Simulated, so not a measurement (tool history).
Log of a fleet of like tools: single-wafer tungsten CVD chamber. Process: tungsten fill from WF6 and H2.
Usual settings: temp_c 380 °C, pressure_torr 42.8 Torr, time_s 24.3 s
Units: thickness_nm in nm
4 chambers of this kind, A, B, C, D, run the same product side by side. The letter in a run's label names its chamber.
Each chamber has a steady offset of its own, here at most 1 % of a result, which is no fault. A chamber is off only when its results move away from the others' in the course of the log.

run   hour  temp_c  pressure_torr  time_s  hours since the last thermocouple change  hours since the last manometer calibration  read-back reference wafer on the same gauge, thickness_nm  thickness_nm
 1B    4.9     380           42.8    24.3                                     600.8                                       664.6                                                     58.250        56.631
 2D    9.0     380           42.8    24.3                                     898.4                                       649.3                                                     58.212        56.788
 3A   14.9     380           42.8    24.3                                    1188.9                                      1603.5                                                     58.212        56.230
 4C   20.1     380           42.8    24.3                                     565.1                                      1680.7                                                     58.200        56.795
 5C   23.4     380           42.8    24.3                                     568.4                                      1684.0                                                     58.204        57.295
 6D   27.7     380           42.8    24.3                                     917.1                                       668.0                                                     58.262        56.683
 7B   33.8     380           42.8    24.3                                     629.7                                       693.5                                                     58.224        57.092
 8A   40.1     370           42.8    24.3                                    1214.1                                      1628.7                                                     58.129        45.775
 9A   43.4     370           42.8    24.3                                    1217.4                                      1632.0                                                     58.194        45.677
10C   46.2     370           42.8    24.3                                     591.2                                      1706.8                                                     58.170        45.937
11B   50.7     370           42.8    24.3                                     646.6                                       710.4                                                     58.198        46.725
12D   55.4     380           42.8    24.3                                     944.8                                       695.7                                                     58.188        56.579
13D   60.8     380           42.8    24.3                                     950.2                                       701.1                                                     58.146        56.988
14B   65.4     380           42.8    24.3                                     661.3                                       725.1                                                     58.150        57.568
15C   71.8     380           42.8    24.3                                     616.8                                      1732.4                                                     58.171        56.725
16A   75.1     380           42.8    24.3                                    1249.1                                      1663.7                                                     58.159        56.216
17B   79.3     380           50.7    28.1                                     675.2                                       739.0                                                     58.206        72.106
18D   84.4     380           50.7    28.1                                     973.8                                       724.7                                                     58.218        71.420
19A   87.6     380           50.7    28.1                                    1261.6                                      1676.2                                                     58.174        69.307
20C   91.4     380           50.7    28.1                                     636.4                                      1752.0                                                     58.207        71.218
21D   95.2     380           42.8    24.3                                     984.6                                       735.5                                                     58.197        57.013
22C   98.9     380           42.8    24.3                                     643.9                                      1759.5                                                     58.144        57.017
23B  102.5     380           42.8    24.3                                     698.4                                       762.2                                                     58.153        58.289
24A  108.3     374           42.8    27.2                                    1282.3                                      1696.9                                                     58.188        55.545
25C  112.7     374           42.8    27.2                                     657.7                                      1773.3                                                     58.263        55.448
26B  119.0     374           42.8    27.2                                     714.9                                       778.7                                                     58.158        58.327
27A  125.4     374           42.8    27.2                                    1299.4                                      1714.0                                                     58.165        55.738
28D  128.2     380           42.8    24.3                                    1017.6                                       768.5                                                     58.255        56.966
29C  131.8     380           42.8    24.3                                     676.8                                      1792.4                                                     58.201        57.325
30B  137.7     380           42.8    24.3                                     733.6                                       797.4                                                     58.192        58.924
31A  144.0     380           42.8    24.3                                    1318.0                                      1732.6                                                     58.230        55.703
32D  146.9     380           42.8    24.3                                    1036.3                                       787.2                                                     58.240        56.867
33D  152.2     380           42.8    24.3                                    1041.6                                       792.5                                                     58.172        56.665
34B  158.7     380           42.8    24.3                                     754.6                                       818.4                                                     58.195        59.927
35A  162.8     387           42.8    21.6                                    1336.8                                      1751.4                                                     58.153        57.593
36C  166.3     387           42.8    21.6                                     711.3                                      1826.9                                                     58.225        57.671

All 4 chambers run these settings next. Forecast each chamber's results:
37A  171.0     380           49.2    24.3                                                                                                                                                              ?
37B  171.0     380           49.2    24.3                                                                                                                                                              ?
37C  171.0     380           49.2    24.3                                                                                                                                                              ?
37D  171.0     380           49.2    24.3                                                                                                                                                              ?

run  thickness_nm
37A        59.521
37B        64.202
37C        60.401
37D        60.466
